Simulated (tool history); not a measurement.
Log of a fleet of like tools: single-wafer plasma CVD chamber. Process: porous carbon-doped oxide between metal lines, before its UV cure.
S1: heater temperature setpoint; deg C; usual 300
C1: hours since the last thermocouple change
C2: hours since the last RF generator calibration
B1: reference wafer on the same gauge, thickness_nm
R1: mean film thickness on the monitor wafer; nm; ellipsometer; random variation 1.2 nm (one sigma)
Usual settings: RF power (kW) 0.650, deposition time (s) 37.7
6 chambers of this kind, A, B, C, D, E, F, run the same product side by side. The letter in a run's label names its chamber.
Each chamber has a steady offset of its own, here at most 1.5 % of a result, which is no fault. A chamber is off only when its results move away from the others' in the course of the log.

Run 1F, hour 3.7: usual settings; C1 107.4; C2 987.5; B1 231.00. Result: R1 242.37 nm.
Run 2C, hour 6.7: usual settings; C1 675.1; C2 349.8; B1 230.94. Result: R1 243.28 nm.
Run 3A, hour 12.0: usual settings; C1 1700.1; C2 1211.6; B1 231.15. Result: R1 238.14 nm.
Run 4B, hour 16.9: usual settings; C1 1084.2; C2 390.0; B1 231.08. Result: R1 238.24 nm.
Run 5E, hour 23.2: usual settings; C1 1369.8; C2 1092.2; B1 231.35. Result: R1 242.27 nm.
Run 6D, hour 26.8: usual settings; C1 1711.8; C2 258.1; B1 231.09. Result: R1 244.53 nm.
Run 7B, hour 30.0: usual settings; C1 1097.3; C2 403.1; B1 231.48. Result: R1 242.34 nm.
Run 8E, hour 34.1: usual settings but RF power (kW) 0.725; C1 1380.7; C2 1103.1; B1 231.13. Result: R1 259.54 nm.
Run 9D, hour 37.9: usual settings but RF power (kW) 0.725; C1 1722.9; C2 269.2; B1 231.13. Result: R1 261.01 nm.
Run 10A, hour 42.8: usual settings but RF power (kW) 0.725; C1 1730.9; C2 1242.4; B1 230.97. Result: R1 255.91 nm.
Run 11F, hour 48.1: usual settings but RF power (kW) 0.725; C1 151.8; C2 1031.9; B1 231.07. Result: R1 260.27 nm.
Run 12C, hour 51.4: usual settings but RF power (kW) 0.725; C1 719.8; C2 394.5; B1 231.09. Result: R1 261.28 nm.
Run 13D, hour 55.2: usual settings but RF power (kW) 0.725; C1 1740.2; C2 286.5; B1 231.08. Result: R1 258.34 nm.
Run 14C, hour 58.9: usual settings but RF power (kW) 0.755; C1 727.3; C2 402.0; B1 231.14. Result: R1 268.18 nm.
Run 15E, hour 62.0: usual settings but RF power (kW) 0.755; C1 1408.6; C2 1131.0; B1 231.12. Result: R1 266.29 nm.
At hour 65.7: chamber B: thermocouple changed; heater temperature recalibrated.
Run 16A, hour 67.8: usual settings but RF power (kW) 0.755; C1 1755.9; C2 1267.4; B1 231.06. Result: R1 264.23 nm.
Run 17F, hour 73.1: usual settings but RF power (kW) 0.755; C1 176.8; C2 1056.9; B1 231.22. Result: R1 264.97 nm.
Run 18B, hour 79.4: usual settings but RF power (kW) 0.755; C1 13.7; C2 452.5; B1 230.95. Result: R1 253.47 nm.
Run 19D, hour 85.6: usual settings but RF power (kW) 0.755; C1 1770.6; C2 316.9; B1 230.59. Result: R1 268.90 nm.
Run 20A, hour 90.2: usual settings; C1 1778.3; C2 1289.8; B1 230.98. Result: R1 240.16 nm.
Run 21F, hour 95.4: usual settings; C1 199.1; C2 1079.2; B1 231.21. Result: R1 240.48 nm.
Run 22B, hour 101.3: usual settings but deposition time (s) 43.8; C1 35.6; C2 474.4; B1 230.96. Result: R1 268.21 nm.
Run 23E, hour 107.5: usual settings but deposition time (s) 43.8; C1 1454.1; C2 1176.5; B1 230.97. Result: R1 278.72 nm.
Run 24C, hour 111.7: usual settings but deposition time (s) 43.8; C1 780.1; C2 454.8; B1 230.91. Result: R1 279.75 nm.
Run 25D, hour 115.7: usual settings but deposition time (s) 43.8; C1 1800.7; C2 347.0; B1 230.92. Result: R1 283.00 nm.
Run 26F, hour 120.3: usual settings but deposition time (s) 43.8; C1 224.0; C2 1104.1; B1 231.20. Result: R1 277.79 nm.
Run 27E, hour 125.4: usual settings but deposition time (s) 43.8; C1 1472.0; C2 1194.4; B1 231.02. Result: R1 279.68 nm.
Run 28C, hour 128.9: usual settings; C1 797.3; C2 472.0; B1 231.07. Result: R1 242.42 nm.
Run 29A, hour 135.1: usual settings; C1 1823.2; C2 1334.7; B1 230.74. Result: R1 238.51 nm.
Run 30B, hour 140.6: usual settings; C1 74.9; C2 513.7; B1 230.92. Result: R1 233.20 nm.
Run 31E, hour 145.8: usual settings; C1 1492.4; C2 1214.8; B1 231.09. Result: R1 239.79 nm.
Run 32F, hour 149.8: usual settings but S1 310 deg C, deposition time (s) 42.8; C1 253.5; C2 1133.6; B1 230.95. Result: R1 256.67 nm.
Run 33C, hour 153.2: usual settings but S1 310 deg C, deposition time (s) 42.8; C1 821.6; C2 496.3; B1 230.98. Result: R1 258.80 nm.
Run 34B, hour 158.3: usual settings but S1 310 deg C, deposition time (s) 42.8; C1 92.6; C2 531.4; B1 230.83. Result: R1 248.28 nm.
Run 35D, hour 161.1: usual settings but S1 310 deg C, deposition time (s) 42.8; C1 1846.1; C2 392.4; B1 231.01. Result: R1 262.27 nm.
Run 36A, hour 164.5: usual settings but S1 310 deg C, deposition time (s) 42.8; C1 1852.6; C2 1364.1; B1 231.16. Result: R1 256.53 nm.
Run 37D, hour 169.7: usual settings but S1 310 deg C, deposition time (s) 42.8; C1 1854.7; C2 401.0; B1 231.09. Result: R1 260.67 nm.
Run 38F, hour 175.1: usual settings; C1 278.8; C2 1158.9; B1 230.91. Result: R1 242.33 nm.
Run 39E, hour 180.2: usual settings but S1 286 deg C, deposition time (s) 44.3; C1 1526.8; C2 1249.2; B1 230.90. Result: R1 305.44 nm.
Run 40A, hour 185.3: usual settings but S1 286 deg C, deposition time (s) 44.3; C1 1873.4; C2 1384.9; B1 231.21. Result: R1 304.26 nm.
Run 41B, hour 190.9: usual settings but S1 286 deg C, deposition time (s) 44.3; C1 125.2; C2 564.0; B1 231.08. Result: R1 295.46 nm.
Run 42C, hour 195.9: usual settings but S1 286 deg C, deposition time (s) 44.3; C1 864.3; C2 539.0; B1 230.61. Result: R1 308.74 nm.
Run 43A, hour 201.5: usual settings but S1 286 deg C, deposition time (s) 44.3; C1 1889.6; C2 1401.1; B1 231.20. Result: R1 302.14 nm.
Run 44B, hour 206.5: usual settings but S1 286 deg C, deposition time (s) 44.3; C1 140.8; C2 579.6; B1 230.94. Result: R1 295.12 nm.

All 6 chambers run these settings next. Forecast each chamber's results:
Run 45A, hour 211.1: usual settings but S1 311 deg C. Result: R1 ?.
Run 45B, hour 211.1: usual settings but S1 311 deg C. Result: R1 ?.
Run 45C, hour 211.1: usual settings but S1 311 deg C. Result: R1 ?.
Run 45D, hour 211.1: usual settings but S1 311 deg C. Result: R1 ?.
Run 45E, hour 211.1: usual settings but S1 311 deg C. Result: R1 ?.
Run 45F, hour 211.1: usual settings but S1 311 deg C. Result: R1 ?.

run      R1
45A  225.12
45B  220.60
45C  227.14
45D  227.27
45E  228.14
45F  226.03
